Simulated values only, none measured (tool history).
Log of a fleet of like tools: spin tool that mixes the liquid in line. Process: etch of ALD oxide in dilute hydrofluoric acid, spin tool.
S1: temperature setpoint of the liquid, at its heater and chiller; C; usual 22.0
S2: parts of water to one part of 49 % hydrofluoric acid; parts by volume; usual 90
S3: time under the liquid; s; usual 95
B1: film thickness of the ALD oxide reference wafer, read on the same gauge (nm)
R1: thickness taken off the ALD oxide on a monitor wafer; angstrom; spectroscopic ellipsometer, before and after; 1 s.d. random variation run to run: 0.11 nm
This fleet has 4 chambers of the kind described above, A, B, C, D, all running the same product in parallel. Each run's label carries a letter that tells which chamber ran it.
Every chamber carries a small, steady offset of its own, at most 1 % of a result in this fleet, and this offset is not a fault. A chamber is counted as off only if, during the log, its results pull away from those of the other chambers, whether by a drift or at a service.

{"run": "1C", "hour": 8.6, "S1": 22.0, "S2": 90, "S3": 95, "B1": 60.008, "R1": 227.2}
{"hour": 13.1, "done": "chamber C: hydrofluoric acid flow meter replaced"}
{"run": "2B", "hour": 16.1, "S1": 22.0, "S2": 90, "S3": 95, "B1": 59.981, "R1": 226.43}
{"run": "3D", "hour": 24.1, "S1": 22.0, "S2": 90, "S3": 95, "B1": 60.01, "R1": 227.04}
{"run": "4A", "hour": 31.9, "S1": 22.0, "S2": 90, "S3": 95, "B1": 60.002, "R1": 228.41}
{"run": "5B", "hour": 41.9, "S1": 22.0, "S2": 90, "S3": 95, "B1": 60.004, "R1": 225.56}
{"run": "6A", "hour": 52.0, "S1": 22.0, "S2": 90, "S3": 95, "B1": 59.987, "R1": 227.77}
{"run": "7C", "hour": 59.0, "S1": 22.0, "S2": 90, "S3": 95, "B1": 60.003, "R1": 231.59}
{"run": "8D", "hour": 67.5, "S1": 22.0, "S2": 90, "S3": 95, "B1": 60.0, "R1": 225.39}
{"run": "9B", "hour": 74.5, "S1": 22.0, "S2": 90, "S3": 95, "B1": 60.006, "R1": 226.59}
{"run": "10A", "hour": 86.7, "S1": 18.5, "S2": 90, "S3": 95, "B1": 59.99, "R1": 195.82}
{"run": "11D", "hour": 96.3, "S1": 18.5, "S2": 90, "S3": 95, "B1": 60.005, "R1": 194.58}
{"run": "12C", "hour": 107.9, "S1": 18.5, "S2": 90, "S3": 95, "B1": 60.023, "R1": 200.09}
{"run": "13B", "hour": 119.5, "S1": 18.5, "S2": 90, "S3": 95, "B1": 59.993, "R1": 196.91}
{"run": "14C", "hour": 125.9, "S1": 22.0, "S2": 90, "S3": 95, "B1": 59.976, "R1": 231.86}
{"run": "15D", "hour": 139.4, "S1": 22.0, "S2": 90, "S3": 95, "B1": 60.01, "R1": 225.51}
{"run": "16A", "hour": 152.4, "S1": 22.0, "S2": 90, "S3": 95, "B1": 59.999, "R1": 226.88}
{"run": "17A", "hour": 161.2, "S1": 22.0, "S2": 90, "S3": 95, "B1": 60.001, "R1": 227.08}
{"run": "18D", "hour": 169.9, "S1": 22.0, "S2": 90, "S3": 95, "B1": 59.998, "R1": 225.66}
{"run": "19B", "hour": 177.4, "S1": 22.0, "S2": 90, "S3": 95, "B1": 59.995, "R1": 227.65}
{"run": "20C", "hour": 189.3, "S1": 22.0, "S2": 65, "S3": 140, "B1": 59.997, "R1": 492.88}
{"run": "21C", "hour": 203.2, "S1": 22.0, "S2": 65, "S3": 140, "B1": 60.002, "R1": 495.59}
{"run": "22D", "hour": 213.8, "S1": 22.0, "S2": 65, "S3": 140, "B1": 60.012, "R1": 475.87}
{"run": "23B", "hour": 219.8, "S1": 22.0, "S2": 65, "S3": 140, "B1": 59.996, "R1": 478.49}
{"run": "24A", "hour": 231.8, "S1": 22.0, "S2": 90, "S3": 95, "B1": 60.012, "R1": 228.87}
{"run": "25D", "hour": 241.5, "S1": 20.0, "S2": 90, "S3": 95, "B1": 60.004, "R1": 208.85}
{"run": "26C", "hour": 251.4, "S1": 20.0, "S2": 90, "S3": 95, "B1": 59.998, "R1": 220.48}
{"run": "27A", "hour": 261.2, "S1": 20.0, "S2": 90, "S3": 95, "B1": 59.999, "R1": 209.63}
{"run": "28B", "hour": 272.4, "S1": 20.0, "S2": 90, "S3": 95, "B1": 60.025, "R1": 208.42}
{"run": "29B", "hour": 283.6, "S1": 17.5, "S2": 90, "S3": 120, "B1": 60.028, "R1": 237.24}
{"run": "30A", "hour": 294.3, "S1": 17.5, "S2": 90, "S3": 120, "B1": 60.001, "R1": 239.01}
{"run": "31D", "hour": 302.5, "S1": 17.5, "S2": 90, "S3": 120, "B1": 60.001, "R1": 238.13}
{"run": "32C", "hour": 312.6, "S1": 17.5, "S2": 90, "S3": 120, "B1": 60.007, "R1": 253.46}

Is one chamber out of step, is the gauge drifting, or do the chambers differ by no more than their own small offsets? For an off chamber, give its letter and the likeliest cause.

Little by little, chamber C moves away from the other chambers.
Likeliest cause: liquid hotter than its thermometer reads (K) = 1.35.
Not necessarily distinguishable in this log from: hydrofluoric acid flow above the setpoint (%).

Which of the 4 candidates below, each the usual settings with something changed and its results left as question marks, puts chamber C back in line with what the other chambers give on the usual settings?
Counts as in line when no further than this from what the other chambers average on the usual settings: R1 3.90 angstrom
{"run": "33C-1", "hour": 322.5, "S1": 19.5, "S2": 90, "S3": 95, "R1": "?"}
{"run": "33C-2", "hour": 322.5, "S1": 22.0, "S2": 85, "S3": 95, "R1": "?"}
{"run": "33C-3", "hour": 322.5, "S1": 24.5, "S2": 90, "S3": 95, "R1": "?"}
{"run": "33C-4", "hour": 322.5, "S1": 22.0, "S2": 95, "S3": 95, "R1": "?"}

The other chambers' mean on the usual settings: R1 226.93 angstrom
run=33C-1 R1=217.37
run=33C-2 R1=255.89
run=33C-3 R1=265.37
run=33C-4 R1=226.52
With 33C-4, the chamber falls back in line with the rest.
